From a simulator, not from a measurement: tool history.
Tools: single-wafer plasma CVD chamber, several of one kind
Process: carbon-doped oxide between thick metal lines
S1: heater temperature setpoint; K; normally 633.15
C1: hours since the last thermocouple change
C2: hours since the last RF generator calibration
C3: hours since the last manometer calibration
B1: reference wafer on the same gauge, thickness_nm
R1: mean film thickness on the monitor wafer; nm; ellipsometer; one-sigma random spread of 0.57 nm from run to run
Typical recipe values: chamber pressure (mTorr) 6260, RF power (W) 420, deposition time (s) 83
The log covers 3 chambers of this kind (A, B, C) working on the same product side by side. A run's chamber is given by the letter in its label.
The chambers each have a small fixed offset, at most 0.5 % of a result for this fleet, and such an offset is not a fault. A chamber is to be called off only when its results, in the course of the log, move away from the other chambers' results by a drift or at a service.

Run 1C, hour 6.0: usual settings; C1 1620.5; C2 1813.5; C3 576.6; B1 319.02. Result: R1 375.43 nm.
Run 2A, hour 15.0: usual settings; C1 909.6; C2 318.7; C3 1695.8; B1 319.07. Result: R1 376.05 nm.
Run 3B, hour 24.0: usual settings; C1 757.1; C2 1360.0; C3 1958.0; B1 319.21. Result: R1 374.17 nm.
Run 4C, hour 30.5: usual settings; C1 1645.0; C2 1838.0; C3 601.1; B1 319.26. Result: R1 376.79 nm.
Run 5B, hour 43.3: usual settings; C1 776.4; C2 1379.3; C3 1977.3; B1 319.17. Result: R1 374.52 nm.
Run 6A, hour 54.9: usual settings; C1 949.5; C2 358.6; C3 1735.7; B1 319.36. Result: R1 377.19 nm.
Run 7A, hour 61.5: usual settings; C1 956.1; C2 365.2; C3 1742.3; B1 319.28. Result: R1 376.47 nm.
Run 8C, hour 74.2: usual settings; C1 1688.7; C2 1881.7; C3 644.8; B1 319.50. Result: R1 376.93 nm.
Run 9B, hour 83.1: usual settings; C1 816.2; C2 1419.1; C3 2017.1; B1 319.55. Result: R1 374.51 nm.
Run 10C, hour 95.5: usual settings; C1 1710.0; C2 1903.0; C3 666.1; B1 319.59. Result: R1 375.37 nm.
Run 11A, hour 101.5: usual settings; C1 996.1; C2 405.2; C3 1782.3; B1 319.65. Result: R1 376.88 nm.
Run 12B, hour 113.5: usual settings but chamber pressure (mTorr) 6830; C1 846.6; C2 1449.5; C3 2047.5; B1 319.68. Result: R1 378.45 nm.
Run 13A, hour 122.4: usual settings but chamber pressure (mTorr) 6830; C1 1017.0; C2 426.1; C3 1803.2; B1 319.75. Result: R1 380.17 nm.
Run 14B, hour 127.9: usual settings but chamber pressure (mTorr) 6830; C1 861.0; C2 1463.9; C3 2061.9; B1 319.71. Result: R1 378.03 nm.
Run 15C, hour 138.3: usual settings; C1 1752.8; C2 1945.8; C3 708.9; B1 319.90. Result: R1 376.35 nm.
Run 16C, hour 148.9: usual settings; C1 1763.4; C2 1956.4; C3 719.5; B1 319.95. Result: R1 376.68 nm.
Run 17A, hour 157.1: usual settings; C1 1051.7; C2 460.8; C3 1837.9; B1 319.98. Result: R1 377.83 nm.
Run 18B, hour 165.0: usual settings; C1 898.1; C2 1501.0; C3 2099.0; B1 320.08. Result: R1 374.63 nm.
Run 19B, hour 175.3: usual settings; C1 908.4; C2 1511.3; C3 2109.3; B1 320.04. Result: R1 375.87 nm.
Run 20A, hour 183.1: usual settings; C1 1077.7; C2 486.8; C3 1863.9; B1 320.20. Result: R1 376.77 nm.
Run 21C, hour 193.4: usual settings; C1 1807.9; C2 2000.9; C3 764.0; B1 320.14. Result: R1 376.62 nm.
Run 22C, hour 199.4: usual settings; C1 1813.9; C2 2006.9; C3 770.0; B1 320.27. Result: R1 376.91 nm.
At hour 206.5: chamber C: RF generator calibrated.
Run 23A, hour 210.2: usual settings; C1 1104.8; C2 513.9; C3 1891.0; B1 320.43. Result: R1 378.00 nm.
Run 24B, hour 215.8: usual settings; C1 948.9; C2 1551.8; C3 2149.8; B1 320.21. Result: R1 375.81 nm.
At hour 216.3: chamber B: thermocouple changed; heater temperature recalibrated.
Run 25C, hour 221.8: usual settings but chamber pressure (mTorr) 7420; C1 1836.3; C2 15.4; C3 792.4; B1 320.32. Result: R1 382.87 nm.
Run 26B, hour 229.0: usual settings but chamber pressure (mTorr) 7420; C1 12.8; C2 1565.0; C3 2163.0; B1 320.34. Result: R1 381.21 nm.
Run 27A, hour 237.6: usual settings but chamber pressure (mTorr) 7420; C1 1132.2; C2 541.3; C3 1918.4; B1 320.43. Result: R1 383.67 nm.
Run 28A, hour 248.4: usual settings; C1 1143.0; C2 552.1; C3 1929.2; B1 320.50. Result: R1 378.58 nm.
Run 29B, hour 259.4: usual settings; C1 43.2; C2 1595.4; C3 2193.4; B1 320.55. Result: R1 375.05 nm.
Run 30C, hour 270.3: usual settings but S1 644.15 K, RF power (W) 345; C1 1884.8; C2 63.9; C3 840.9; B1 320.53. Result: R1 317.41 nm.
Run 31B, hour 278.2: usual settings but S1 644.15 K, RF power (W) 345; C1 62.0; C2 1614.2; C3 2212.2; B1 320.69. Result: R1 315.23 nm.
Run 32C, hour 284.8: usual settings but S1 644.15 K, RF power (W) 345; C1 1899.3; C2 78.4; C3 855.4; B1 320.81. Result: R1 317.93 nm.
Run 33A, hour 293.0: usual settings; C1 1187.6; C2 596.7; C3 1973.8; B1 320.78. Result: R1 378.83 nm.
Run 34C, hour 300.7: usual settings; C1 1915.2; C2 94.3; C3 871.3; B1 320.87. Result: R1 377.70 nm.
Run 35B, hour 307.3: usual settings; C1 91.1; C2 1643.3; C3 2241.3; B1 320.93. Result: R1 376.55 nm.
Run 36A, hour 314.3: usual settings; C1 1208.9; C2 618.0; C3 1995.1; B1 320.83. Result: R1 378.89 nm.

Predict what each chamber gives when all 3 of them run the settings below next.
Run 37A, hour 323.6: usual settings. Result: R1 ?.
Run 37B, hour 323.6: usual settings. Result: R1 ?.
Run 37C, hour 323.6: usual settings. Result: R1 ?.

run      R1
37A  379.34
37B  376.96
37C  378.19

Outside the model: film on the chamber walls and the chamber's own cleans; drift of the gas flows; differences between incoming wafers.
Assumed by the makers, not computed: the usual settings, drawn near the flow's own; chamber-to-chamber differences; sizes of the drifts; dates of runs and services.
